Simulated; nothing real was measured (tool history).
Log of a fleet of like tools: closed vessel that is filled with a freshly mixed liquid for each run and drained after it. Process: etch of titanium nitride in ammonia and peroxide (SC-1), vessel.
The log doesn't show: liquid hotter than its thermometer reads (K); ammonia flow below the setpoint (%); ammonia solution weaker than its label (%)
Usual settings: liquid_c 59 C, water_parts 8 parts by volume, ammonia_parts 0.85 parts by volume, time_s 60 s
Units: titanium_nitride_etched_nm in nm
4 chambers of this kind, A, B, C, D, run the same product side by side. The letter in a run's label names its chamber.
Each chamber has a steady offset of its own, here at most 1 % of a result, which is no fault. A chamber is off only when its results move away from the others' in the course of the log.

run	hour	liquid_c	water_parts	ammonia_parts	time_s	hours since the thermometer was replaced	hours since the ammonia flow meter was replaced	hours since the drum of ammonia solution was connected	read-back film thickness of the titanium nitride reference wafer, read on the same gauge (nm)	titanium_nitride_etched_nm
1B	6.4	59	8	0.85	60	1492.4	402.5	801.1	69.995	15.189
2A	10.3	59	8	0.85	60	364.3	445.3	856.2	69.998	15.302
3D	16	59	8	0.85	60	1345.3	745.1	233.3	70.014	15.132
# hour 18.8: chamber C: thermometer replaced
4C	19.9	59	8	0.85	60	1.1	733.1	321.5	70.003	15.542
5D	26.1	59	8	0.85	60	1355.4	755.2	243.4	69.99	15.124
6C	31.9	59	8	0.85	60	13.1	745.1	333.5	70.005	15.302
7A	38.4	59	8	0.85	60	392.4	473.4	884.3	70.014	14.924
8B	42.5	59	8	0.85	60	1528.5	438.6	837.2	70.02	15.222
9A	46.2	59	8	0.85	60	400.2	481.2	892.1	69.993	15.095
10C	50	59	8	0.85	60	31.2	763.2	351.6	69.995	15.353
11B	54.7	59	8	0.85	60	1540.7	450.8	849.4	70	15.395
12D	59.3	59	8	0.85	60	1388.6	788.4	276.6	70.024	15.262
13C	63.1	59	8	0.85	60	44.3	776.3	364.7	70.011	15.557
# hour 64.7: chamber B: ammonia flow meter replaced
14A	66.6	59	8	0.85	60	420.6	501.6	912.5	70.008	14.801
15B	70.1	59	8	0.85	60	1556.1	5.5	864.8	69.997	15.41
16D	75.3	59	8	0.85	60	1404.6	804.4	292.6	70.014	15.144
17A	83.3	59	10	0.85	85	437.3	518.3	929.2	69.994	19.108
18B	90.3	59	10	0.85	85	1576.3	25.7	885	70.021	20.06
19C	95.8	59	10	0.85	85	77	809	397.4	69.993	19.429
# hour 102.3: chamber A: new drum of ammonia solution connected
20D	103.6	59	10	0.85	85	1432.9	832.7	320.9	70.002	19.314
# hour 104.7: chamber C: new drum of ammonia solution connected
21D	110	59	8	0.85	60	1439.3	839.1	327.3	70.007	15.241
22B	114.5	59	11	0.85	70	1600.5	49.9	909.2	69.984	15.829
23A	120.8	59	11	0.85	70	474.8	555.8	18.5	69.998	14.986
24C	125.6	59	11	0.85	70	106.8	838.8	21	69.987	15.332
25B	131.8	59	11	0.85	70	1617.8	67.2	926.5	70.011	15.879
26D	135.7	59	5.5	0.85	60	1465	864.8	353	69.992	18.069
27A	141.6	59	5.5	0.85	60	495.6	576.6	39.3	69.986	18.048
28C	145.8	59	5.5	0.85	60	127	859	41.2	70.007	18.515
29D	150.3	59	5.5	0.85	60	1479.6	879.4	367.6	69.99	18.411
30A	157.5	59	8	0.85	60	511.5	592.5	55.2	69.974	15.104
31B	164.3	59	8	0.85	60	1650.3	99.7	959	69.998	16.459
32C	169.2	59	8	0.85	60	150.4	882.4	64.6	69.999	15.249
33A	176	59	8	0.85	60	530	611	73.7	70	15.359
34B	182.5	68.5	5	0.85	60	1668.5	117.9	977.2	69.983	37.911
35C	189.9	68.5	5	0.85	60	171.1	903.1	85.3	70.008	34.799
36D	196	68.5	5	0.85	60	1525.3	925.1	413.3	70.009	34.664
37B	200.6	68.5	5	0.85	60	1686.6	136	995.3	69.998	38.459
38A	205.5	59	8	0.85	60	559.5	640.5	103.2	69.992	15.27
39D	209.8	59	8	0.85	60	1539.1	938.9	427.1	70.007	15.326
40C	214.9	59	8	0.85	45	196.1	928.1	110.3	70.004	11.496
41B	222.1	59	8	0.85	45	1708.1	157.5	1016.8	70.003	12.646
42C	230.1	59	8	0.85	45	211.3	943.3	125.5	69.999	11.513

All 4 chambers run these settings next. Forecast each chamber's results:
43A	235.8	59	8	0.85	60					?
43B	235.8	59	8	0.85	60					?
43C	235.8	59	8	0.85	60					?
43D	235.8	59	8	0.85	60					?

run	titanium_nitride_etched_nm
43A	14.928
43B	17.359
43C	15.304
43D	15.137
